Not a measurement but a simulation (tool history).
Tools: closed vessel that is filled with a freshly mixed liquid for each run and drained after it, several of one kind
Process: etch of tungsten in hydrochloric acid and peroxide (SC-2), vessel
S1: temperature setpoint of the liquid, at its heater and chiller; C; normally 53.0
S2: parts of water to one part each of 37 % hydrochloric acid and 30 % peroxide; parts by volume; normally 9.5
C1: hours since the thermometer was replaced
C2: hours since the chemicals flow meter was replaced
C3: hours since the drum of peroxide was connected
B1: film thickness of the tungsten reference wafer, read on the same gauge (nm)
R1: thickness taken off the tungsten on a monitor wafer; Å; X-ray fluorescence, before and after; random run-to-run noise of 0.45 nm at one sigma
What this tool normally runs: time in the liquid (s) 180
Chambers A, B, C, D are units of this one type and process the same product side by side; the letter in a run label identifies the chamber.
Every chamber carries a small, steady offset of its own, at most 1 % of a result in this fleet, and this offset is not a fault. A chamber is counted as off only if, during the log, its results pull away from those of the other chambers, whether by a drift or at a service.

-- hour=6.6 chamber C: thermometer replaced
run 1D hour=14.9 | S1=53.0 S2=9.5 time_in_the_liquid_(s)=180 | C1=641.4 C2=302.5 C3=39.6 | B1=40.006 | R1=524.72
run 2C hour=25.4 | S1=53.0 S2=9.5 time_in_the_liquid_(s)=180 | C1=18.9 C2=798.6 C3=207.7 | B1=40.012 | R1=533.01
run 3A hour=40.5 | S1=53.0 S2=9.5 time_in_the_liquid_(s)=180 | C1=428.4 C2=177.5 C3=81.1 | B1=39.982 | R1=541.84
run 4B hour=52.6 | S1=53.0 S2=9.5 time_in_the_liquid_(s)=180 | C1=1045.5 C2=781.0 C3=78.3 | B1=40.013 | R1=533.59
run 5A hour=65.4 | S1=53.0 S2=9.5 time_in_the_liquid_(s)=180 | C1=453.3 C2=202.4 C3=106.0 | B1=39.980 | R1=533.67
run 6D hour=79.4 | S1=53.0 S2=9.5 time_in_the_liquid_(s)=80 | C1=705.9 C2=367.0 C3=104.1 | B1=39.989 | R1=230.68
run 7C hour=93.4 | S1=53.0 S2=9.5 time_in_the_liquid_(s)=80 | C1=86.9 C2=866.6 C3=275.7 | B1=40.002 | R1=238.75
run 8B hour=101.2 | S1=53.0 S2=9.5 time_in_the_liquid_(s)=80 | C1=1094.1 C2=829.6 C3=126.9 | B1=39.995 | R1=239.34
run 9C hour=110.6 | S1=53.0 S2=9.5 time_in_the_liquid_(s)=80 | C1=104.1 C2=883.8 C3=292.9 | B1=39.996 | R1=237.00
run 10D hour=123.3 | S1=53.0 S2=9.5 time_in_the_liquid_(s)=180 | C1=749.8 C2=410.9 C3=148.0 | B1=40.010 | R1=521.16
run 11B hour=135.8 | S1=53.0 S2=9.5 time_in_the_liquid_(s)=180 | C1=1128.7 C2=864.2 C3=161.5 | B1=40.014 | R1=533.53
-- hour=140.4 chamber A: thermometer replaced
run 12A hour=149.0 | S1=53.0 S2=9.5 time_in_the_liquid_(s)=180 | C1=8.7 C2=286.0 C3=189.6 | B1=40.005 | R1=534.78
run 13B hour=162.7 | S1=53.0 S2=9.5 time_in_the_liquid_(s)=180 | C1=1155.6 C2=891.1 C3=188.4 | B1=39.997 | R1=526.91
run 14D hour=172.7 | S1=56.5 S2=12.0 time_in_the_liquid_(s)=180 | C1=799.2 C2=460.3 C3=197.4 | B1=39.972 | R1=556.03
run 15C hour=181.1 | S1=56.5 S2=12.0 time_in_the_liquid_(s)=180 | C1=174.6 C2=954.3 C3=363.4 | B1=40.001 | R1=555.28
run 16A hour=189.4 | S1=56.5 S2=12.0 time_in_the_liquid_(s)=180 | C1=49.1 C2=326.4 C3=230.0 | B1=40.017 | R1=550.00
run 17A hour=201.4 | S1=56.5 S2=12.0 time_in_the_liquid_(s)=180 | C1=61.1 C2=338.4 C3=242.0 | B1=39.994 | R1=551.04
run 18C hour=216.6 | S1=60.0 S2=9.5 time_in_the_liquid_(s)=180 | C1=210.1 C2=989.8 C3=398.9 | B1=40.015 | R1=833.10
run 19B hour=231.8 | S1=60.0 S2=9.5 time_in_the_liquid_(s)=180 | C1=1224.7 C2=960.2 C3=257.5 | B1=40.005 | R1=833.82
run 20D hour=243.7 | S1=60.0 S2=9.5 time_in_the_liquid_(s)=180 | C1=870.2 C2=531.3 C3=268.4 | B1=40.019 | R1=865.25
run 21A hour=254.1 | S1=60.0 S2=9.5 time_in_the_liquid_(s)=180 | C1=113.8 C2=391.1 C3=294.7 | B1=39.985 | R1=836.36
run 22D hour=269.8 | S1=53.0 S2=9.5 time_in_the_liquid_(s)=180 | C1=896.3 C2=557.4 C3=294.5 | B1=40.012 | R1=550.38
run 23C hour=278.6 | S1=53.0 S2=9.5 time_in_the_liquid_(s)=180 | C1=272.1 C2=1051.8 C3=460.9 | B1=39.971 | R1=533.93
run 24B hour=287.7 | S1=53.0 S2=9.5 time_in_the_liquid_(s)=180 | C1=1280.6 C2=1016.1 C3=313.4 | B1=39.984 | R1=528.53
run 25D hour=296.2 | S1=45.5 S2=9.5 time_in_the_liquid_(s)=120 | C1=922.7 C2=583.8 C3=320.9 | B1=40.004 | R1=222.97
run 26B hour=307.2 | S1=45.5 S2=9.5 time_in_the_liquid_(s)=120 | C1=1300.1 C2=1035.6 C3=332.9 | B1=40.013 | R1=212.43
-- hour=307.7 chamber D: new drum of peroxide connected
run 27A hour=314.7 | S1=45.5 S2=9.5 time_in_the_liquid_(s)=120 | C1=174.4 C2=451.7 C3=355.3 | B1=39.981 | R1=215.36
run 28C hour=321.9 | S1=45.5 S2=9.5 time_in_the_liquid_(s)=120 | C1=315.4 C2=1095.1 C3=504.2 | B1=39.999 | R1=217.45
run 29A hour=334.0 | S1=53.0 S2=9.5 time_in_the_liquid_(s)=180 | C1=193.7 C2=471.0 C3=374.6 | B1=39.985 | R1=539.65
run 30B hour=345.2 | S1=53.0 S2=9.5 time_in_the_liquid_(s)=180 | C1=1338.1 C2=1073.6 C3=370.9 | B1=39.982 | R1=532.14
run 31D hour=359.7 | S1=53.0 S2=9.5 time_in_the_liquid_(s)=180 | C1=986.2 C2=647.3 C3=52.0 | B1=40.018 | R1=576.70
run 32C hour=371.2 | S1=53.0 S2=9.5 time_in_the_liquid_(s)=180 | C1=364.7 C2=1144.4 C3=553.5 | B1=39.998 | R1=530.44
run 33C hour=385.6 | S1=53.0 S2=9.5 time_in_the_liquid_(s)=180 | C1=379.1 C2=1158.8 C3=567.9 | B1=39.989 | R1=531.84

What goes on in this fleet: one chamber off, a drifting gauge, or nothing beyond the chambers' own small offsets? Name the chamber and the cause, if any.

One chamber, D, drifts off from the rest bit by bit.
What lies behind it: liquid hotter than its thermometer reads (K) = 1.15.
With only this log, it may be confused with: chemicals flow above the setpoint (%).

Below are 4 candidate recipes for chamber D's next run, each the usual settings with a change, their results shown as question marks. Which of them brings D's results back in line with what the other chambers give on the usual settings?
A result is in line if it is within this distance of the other chambers' mean on the usual settings: R1 16.00 Å
run 34D-1 hour=397.1 | S1=52.5 S2=9.5 time_in_the_liquid_(s)=175 | R1=?
run 34D-2 hour=397.1 | S1=53.0 S2=9.5 time_in_the_liquid_(s)=175 | R1=?
run 34D-3 hour=397.1 | S1=53.5 S2=9.5 time_in_the_liquid_(s)=185 | R1=?
run 34D-4 hour=397.1 | S1=53.0 S2=9.5 time_in_the_liquid_(s)=185 | R1=?

Average result of the remaining chambers running the usual settings: R1 533.81 Å
run=34D-1 R1=538.69
run=34D-2 R1=556.51
run=34D-3 R1=607.72
run=34D-4 R1=588.32
Change 34D-1 lands the chamber within the allowed miss of the other chambers.
